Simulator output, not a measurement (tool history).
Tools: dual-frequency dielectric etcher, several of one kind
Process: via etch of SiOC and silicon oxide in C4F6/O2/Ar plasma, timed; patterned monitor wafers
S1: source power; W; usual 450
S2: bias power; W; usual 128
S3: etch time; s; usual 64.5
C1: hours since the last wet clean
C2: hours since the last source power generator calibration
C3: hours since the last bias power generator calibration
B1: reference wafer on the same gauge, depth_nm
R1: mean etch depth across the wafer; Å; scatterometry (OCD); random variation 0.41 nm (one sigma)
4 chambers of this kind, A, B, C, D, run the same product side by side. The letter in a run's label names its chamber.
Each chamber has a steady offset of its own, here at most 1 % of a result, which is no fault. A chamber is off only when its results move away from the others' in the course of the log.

{"run": "1D", "hour": 11.6, "S1": 450, "S2": 128, "S3": 64.5, "C1": 189.7, "C2": 1495.1, "C3": 1212.3, "B1": 60.432, "R1": 690.74}
{"hour": 15.6, "done": "chamber C: wet clean of the chamber"}
{"run": "2B", "hour": 22.6, "S1": 450, "S2": 128, "S3": 64.5, "C1": 310.3, "C2": 4891.4, "C3": 3238.7, "B1": 60.347, "R1": 676.17}
{"run": "3A", "hour": 31.5, "S1": 450, "S2": 128, "S3": 64.5, "C1": 235.0, "C2": 645.6, "C3": 735.1, "B1": 60.434, "R1": 689.22}
{"run": "4C", "hour": 44.1, "S1": 450, "S2": 128, "S3": 64.5, "C1": 28.6, "C2": 1102.4, "C3": 893.1, "B1": 60.406, "R1": 684.07}
{"run": "5D", "hour": 50.9, "S1": 450, "S2": 128, "S3": 64.5, "C1": 229.0, "C2": 1534.4, "C3": 1251.6, "B1": 60.346, "R1": 687.88}
{"run": "6C", "hour": 59.8, "S1": 450, "S2": 128, "S3": 64.5, "C1": 44.3, "C2": 1118.1, "C3": 908.8, "B1": 60.38, "R1": 686.71}
{"run": "7A", "hour": 68.0, "S1": 450, "S2": 128, "S3": 64.5, "C1": 271.5, "C2": 682.1, "C3": 771.6, "B1": 60.487, "R1": 693.58}
{"hour": 71.2, "done": "chamber B: source power generator calibrated"}
{"run": "8B", "hour": 76.3, "S1": 450, "S2": 128, "S3": 72.0, "C1": 364.0, "C2": 5.1, "C3": 3292.4, "B1": 60.358, "R1": 771.63}
{"run": "9D", "hour": 82.5, "S1": 450, "S2": 128, "S3": 72.0, "C1": 260.6, "C2": 1566.0, "C3": 1283.2, "B1": 60.388, "R1": 764.47}
{"run": "10A", "hour": 92.1, "S1": 450, "S2": 128, "S3": 72.0, "C1": 295.6, "C2": 706.2, "C3": 795.7, "B1": 60.427, "R1": 767.2}
{"run": "11C", "hour": 99.9, "S1": 450, "S2": 128, "S3": 72.0, "C1": 84.4, "C2": 1158.2, "C3": 948.9, "B1": 60.416, "R1": 763.02}
{"run": "12B", "hour": 108.2, "S1": 450, "S2": 128, "S3": 64.5, "C1": 395.9, "C2": 37.0, "C3": 3324.3, "B1": 60.43, "R1": 681.3}
{"run": "13A", "hour": 114.5, "S1": 450, "S2": 128, "S3": 64.5, "C1": 318.0, "C2": 728.6, "C3": 818.1, "B1": 60.418, "R1": 689.7}
{"run": "14B", "hour": 124.3, "S1": 450, "S2": 128, "S3": 64.5, "C1": 412.0, "C2": 53.1, "C3": 3340.4, "B1": 60.434, "R1": 690.6}
{"run": "15D", "hour": 137.6, "S1": 450, "S2": 100, "S3": 54.0, "C1": 315.7, "C2": 1621.1, "C3": 1338.3, "B1": 60.373, "R1": 534.32}
{"run": "16C", "hour": 151.5, "S1": 450, "S2": 100, "S3": 54.0, "C1": 136.0, "C2": 1209.8, "C3": 1000.5, "B1": 60.39, "R1": 527.83}
{"run": "17C", "hour": 160.9, "S1": 450, "S2": 100, "S3": 54.0, "C1": 145.4, "C2": 1219.2, "C3": 1009.9, "B1": 60.471, "R1": 528.04}
{"run": "18A", "hour": 168.2, "S1": 450, "S2": 100, "S3": 54.0, "C1": 371.7, "C2": 782.3, "C3": 871.8, "B1": 60.4, "R1": 532.93}
{"run": "19B", "hour": 178.8, "S1": 450, "S2": 128, "S3": 64.5, "C1": 466.5, "C2": 107.6, "C3": 3394.9, "B1": 60.358, "R1": 692.12}
{"run": "20D", "hour": 185.8, "S1": 450, "S2": 128, "S3": 64.5, "C1": 363.9, "C2": 1669.3, "C3": 1386.5, "B1": 60.469, "R1": 687.24}
{"run": "21C", "hour": 192.5, "S1": 350, "S2": 128, "S3": 64.5, "C1": 177.0, "C2": 1250.8, "C3": 1041.5, "B1": 60.357, "R1": 608.56}
{"run": "22A", "hour": 204.0, "S1": 350, "S2": 128, "S3": 64.5, "C1": 407.5, "C2": 818.1, "C3": 907.6, "B1": 60.49, "R1": 629.5}
{"run": "23D", "hour": 215.1, "S1": 350, "S2": 128, "S3": 64.5, "C1": 393.2, "C2": 1698.6, "C3": 1415.8, "B1": 60.494, "R1": 624.19}
{"run": "24B", "hour": 227.0, "S1": 350, "S2": 128, "S3": 64.5, "C1": 514.7, "C2": 155.8, "C3": 3443.1, "B1": 60.398, "R1": 632.18}
{"run": "25B", "hour": 238.1, "S1": 450, "S2": 128, "S3": 64.5, "C1": 525.8, "C2": 166.9, "C3": 3454.2, "B1": 60.428, "R1": 697.75}
{"run": "26C", "hour": 245.7, "S1": 450, "S2": 128, "S3": 64.5, "C1": 230.2, "C2": 1304.0, "C3": 1094.7, "B1": 60.5, "R1": 679.4}
{"run": "27D", "hour": 255.0, "S1": 450, "S2": 128, "S3": 64.5, "C1": 433.1, "C2": 1738.5, "C3": 1455.7, "B1": 60.316, "R1": 686.08}
{"run": "28A", "hour": 263.7, "S1": 450, "S2": 128, "S3": 64.5, "C1": 467.2, "C2": 877.8, "C3": 967.3, "B1": 60.374, "R1": 690.39}
{"run": "29A", "hour": 275.8, "S1": 450, "S2": 128, "S3": 64.5, "C1": 479.3, "C2": 889.9, "C3": 979.4, "B1": 60.466, "R1": 693.24}
{"hour": 280.6, "done": "chamber D: wet clean of the chamber"}
{"run": "30D", "hour": 283.3, "S1": 450, "S2": 103, "S3": 64.5, "C1": 2.7, "C2": 1766.8, "C3": 1484.0, "B1": 60.369, "R1": 643.96}
{"run": "31C", "hour": 297.2, "S1": 450, "S2": 103, "S3": 64.5, "C1": 281.7, "C2": 1355.5, "C3": 1146.2, "B1": 60.426, "R1": 637.92}
{"run": "32B", "hour": 309.6, "S1": 450, "S2": 103, "S3": 64.5, "C1": 597.3, "C2": 238.4, "C3": 3525.7, "B1": 60.246, "R1": 670.79}
{"run": "33B", "hour": 323.4, "S1": 450, "S2": 103, "S3": 64.5, "C1": 611.1, "C2": 252.2, "C3": 3539.5, "B1": 60.348, "R1": 675.49}

What goes on in this fleet: one chamber off, a drifting gauge, or nothing beyond the chambers' own small offsets? Name the chamber and the cause, if any.

Chamber B drifts away from the others.
Cause: etch rate over this chamber's usual, % = 4.76.

Here are 4 candidates for chamber B's next run, each the usual settings with a change, their results left as question marks. Which one brings its results back in line with what the others give on the usual settings?
In line means no further than this from the other chambers' mean on the usual settings: R1 14.00 Å
{"run": "34B-1", "hour": 333.6, "S1": 460, "S2": 128, "S3": 64.5, "R1": "?"}
{"run": "34B-2", "hour": 333.6, "S1": 450, "S2": 128, "S3": 64.0, "R1": "?"}
{"run": "34B-3", "hour": 333.6, "S1": 450, "S2": 127, "S3": 62.0, "R1": "?"}
{"run": "34B-4", "hour": 333.6, "S1": 450, "S2": 129, "S3": 67.0, "R1": "?"}

The other chambers' mean on the usual settings: R1 685.51 Å
run=34B-1 R1=723.90
run=34B-2 R1=711.96
run=34B-3 R1=688.09
run=34B-4 R1=747.07
34B-3 brings the chamber back in line.
